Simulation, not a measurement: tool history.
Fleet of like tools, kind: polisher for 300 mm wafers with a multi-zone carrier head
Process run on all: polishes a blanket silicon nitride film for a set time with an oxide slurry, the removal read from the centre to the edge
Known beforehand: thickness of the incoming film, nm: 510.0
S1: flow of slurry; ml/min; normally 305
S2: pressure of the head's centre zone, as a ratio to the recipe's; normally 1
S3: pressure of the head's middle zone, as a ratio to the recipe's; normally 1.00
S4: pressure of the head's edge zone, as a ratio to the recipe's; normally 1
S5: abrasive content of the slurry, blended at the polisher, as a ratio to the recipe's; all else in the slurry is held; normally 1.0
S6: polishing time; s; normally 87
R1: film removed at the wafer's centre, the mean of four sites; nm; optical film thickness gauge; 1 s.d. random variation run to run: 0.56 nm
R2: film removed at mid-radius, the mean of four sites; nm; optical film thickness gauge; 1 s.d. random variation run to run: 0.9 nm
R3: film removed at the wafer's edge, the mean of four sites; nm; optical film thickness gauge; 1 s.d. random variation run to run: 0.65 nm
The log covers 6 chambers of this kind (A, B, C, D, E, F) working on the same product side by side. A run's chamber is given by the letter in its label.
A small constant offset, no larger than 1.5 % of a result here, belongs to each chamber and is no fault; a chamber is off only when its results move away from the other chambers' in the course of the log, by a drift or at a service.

| run | hour | S1 | S2 | S3 | S4 | S5 | S6 | R1 | R2 | R3 |
|---|---|---|---|---|---|---|---|---|---|---|
|  | 0.7 | chamber F: worn pad replaced by a new one |
| 1C | 3.9 | 305 | 1 | 1.00 | 1 | 1.0 | 87 | 76.848 | 75.711 | 75.673 |
| 2A | 9.3 | 305 | 1 | 1.00 | 1 | 1.0 | 87 | 75.956 | 74.915 | 75.286 |
| 3E | 13.6 | 305 | 1 | 1.00 | 1 | 1.0 | 87 | 75.900 | 76.851 | 75.124 |
| 4B | 17.9 | 305 | 1 | 1.00 | 1 | 1.0 | 87 | 76.050 | 75.671 | 76.071 |
| 5F | 21.6 | 305 | 1 | 1.00 | 1 | 1.0 | 87 | 75.230 | 74.091 | 76.150 |
|  | 22.4 | chamber C: worn pad replaced by a new one |
| 6D | 24.5 | 305 | 1 | 1.00 | 1 | 1.0 | 87 | 75.998 | 75.225 | 74.883 |
|  | 28.4 | chamber D: worn pad replaced by a new one |
| 7A | 29.0 | 305 | 1 | 1.00 | 1 | 1.0 | 87 | 73.961 | 74.773 | 74.824 |
| 8E | 34.0 | 305 | 1 | 1.00 | 1 | 1.0 | 87 | 75.686 | 75.136 | 76.610 |
| 9F | 37.6 | 305 | 1 | 1.00 | 1 | 1.0 | 87 | 75.813 | 73.990 | 76.643 |
| 10B | 40.1 | 305 | 1 | 1.00 | 1 | 1.0 | 87 | 75.697 | 74.374 | 75.442 |
|  | 41.3 | chamber A: worn pad replaced by a new one |
| 11D | 45.2 | 305 | 1 | 1.00 | 1 | 1.0 | 87 | 75.984 | 74.865 | 76.270 |
| 12C | 48.3 | 305 | 1 | 1.00 | 1 | 1.0 | 87 | 75.990 | 75.178 | 75.151 |
|  | 51.0 | chamber A: centre zone pressure recalibrated |
| 13F | 52.4 | 305 | 1 | 1.00 | 1 | 1.0 | 87 | 75.421 | 75.916 | 76.393 |
| 14B | 55.2 | 305 | 1 | 1.00 | 1 | 1.0 | 87 | 74.800 | 75.596 | 74.818 |
| 15C | 57.6 | 305 | 1 | 1.00 | 1 | 1.2 | 87 | 81.043 | 79.655 | 81.331 |
| 16A | 60.4 | 305 | 1 | 1.00 | 1 | 1.2 | 87 | 87.950 | 80.804 | 80.323 |
|  | 61.4 | chamber E: worn pad replaced by a new one |
|  | 61.7 | chamber F: worn pad replaced by a new one |
|  | 61.9 | chamber F: edge zone pressure recalibrated |
| 17D | 63.2 | 305 | 1 | 1.00 | 1 | 1.2 | 87 | 82.429 | 80.203 | 81.420 |
| 18E | 68.1 | 305 | 1 | 1.00 | 1 | 1.2 | 87 | 80.605 | 81.720 | 82.337 |
|  | 70.7 | chamber B: worn pad replaced by a new one |
| 19D | 71.6 | 305 | 1 | 1.00 | 1 | 1.2 | 87 | 82.140 | 82.072 | 81.542 |
| 20A | 75.0 | 305 | 1 | 1.00 | 1 | 1.2 | 87 | 87.155 | 79.084 | 82.110 |
| 21C | 78.5 | 305 | 1 | 1.00 | 1 | 1.0 | 87 | 75.743 | 74.437 | 75.357 |
| 22B | 82.4 | 305 | 1 | 1.00 | 1 | 1.0 | 87 | 75.786 | 75.614 | 76.145 |
| 23E | 86.1 | 375 | 1 | 1.00 | 1 | 1.0 | 87 | 77.802 | 77.505 | 76.687 |
| 24F | 88.5 | 375 | 1 | 1.00 | 1 | 1.0 | 87 | 77.384 | 76.504 | 77.606 |
| 25E | 91.7 | 375 | 1 | 1.00 | 1 | 1.0 | 87 | 77.187 | 79.538 | 76.629 |
|  | 92.2 | chamber A: worn pad replaced by a new one |
| 26B | 96.5 | 375 | 1 | 1.00 | 1 | 1.0 | 87 | 77.435 | 77.724 | 78.021 |
|  | 98.9 | chamber D: worn pad replaced by a new one |
| 27C | 101.3 | 375 | 1 | 1.00 | 1 | 1.0 | 87 | 78.098 | 76.364 | 76.955 |
| 28D | 104.3 | 375 | 1 | 1.00 | 1 | 1.0 | 87 | 77.066 | 76.044 | 77.133 |
| 29F | 109.6 | 305 | 1 | 1.10 | 1 | 1.0 | 87 | 75.099 | 83.677 | 76.887 |
| 30A | 112.0 | 305 | 1 | 1.10 | 1 | 1.0 | 87 | 81.402 | 81.344 | 75.912 |
| 31D | 114.9 | 305 | 1 | 1.10 | 1 | 1.0 | 87 | 75.555 | 81.763 | 74.355 |
|  | 117.3 | chamber F: worn pad replaced by a new one |
| 32F | 119.0 | 305 | 1 | 1.10 | 1 | 1.0 | 87 | 75.068 | 82.367 | 76.219 |
| 33E | 123.6 | 305 | 1 | 1.10 | 1 | 1.0 | 87 | 76.081 | 83.060 | 74.263 |
| 34B | 126.4 | 305 | 1 | 1.10 | 1 | 1.0 | 87 | 75.090 | 82.286 | 76.090 |
| 35A | 131.7 | 245 | 1 | 1.00 | 1 | 1.2 | 87 | 85.576 | 78.351 | 79.408 |
| 36C | 135.2 | 245 | 1 | 1.00 | 1 | 1.2 | 87 | 80.462 | 77.503 | 79.758 |
| 37E | 137.9 | 245 | 1 | 1.00 | 1 | 1.2 | 87 | 80.563 | 79.739 | 80.150 |
| 38C | 142.4 | 245 | 1 | 1.00 | 1 | 1.2 | 87 | 80.340 | 79.932 | 79.715 |
| 39D | 144.8 | 245 | 1 | 1.00 | 1 | 1.2 | 87 | 80.359 | 79.247 | 80.360 |
|  | 146.9 | chamber A: slurry nozzle cleaned |
|  | 149.2 | chamber A: worn pad replaced by a new one |
| 40A | 149.2 | 245 | 1 | 1.00 | 1 | 1.2 | 87 | 85.254 | 79.681 | 80.124 |
| 41B | 153.2 | 305 | 1 | 1.00 | 1 | 1.0 | 87 | 76.239 | 76.182 | 75.418 |

Which is it: a chamber that has drifted or been left off by a service, a gauge drift common to all chambers, or only each chamber's usual small offset? If a chamber is off, name it and its likeliest cause.

After it was serviced, chamber A no longer matches the other chambers.
What lies behind it: centre zone's pressure above its setpoint, % = 6.75.

Which of the 4 candidates below, each the usual settings with something changed and its results left as question marks, puts chamber A back in line with what the other chambers give on the usual settings?
Counts as in line when no further than this from what the other chambers average on the usual settings: R1 1.900 nm; R2 3.100 nm; R3 2.300 nm
| 42A-1 | 157.1 | 300 | 0.91 | 1.03 | 1.03 | 1.0 | 86 | ? | ? | ? |
| 42A-2 | 157.1 | 300 | 0.94 | 1.02 | 1.02 | 1.0 | 87 | ? | ? | ? |
| 42A-3 | 157.1 | 310 | 1.09 | 0.97 | 0.97 | 1.0 | 88 | ? | ? | ? |
| 42A-4 | 157.1 | 310 | 1.06 | 0.98 | 0.98 | 1.0 | 87 | ? | ? | ? |

The mean the other chambers reach with the usual settings: R1 75.724 nm; R2 75.310 nm; R3 75.583 nm
| run | R1 | R2 | R3 |
|---|---|---|---|
| 42A-1 | 71.830 | 75.993 | 75.564 |
| 42A-2 | 75.291 | 76.174 | 76.063 |
| 42A-3 | 89.746 | 73.730 | 75.195 |
| 42A-4 | 86.093 | 73.597 | 74.723 |
With 42A-2, the chamber falls back in line with the rest.
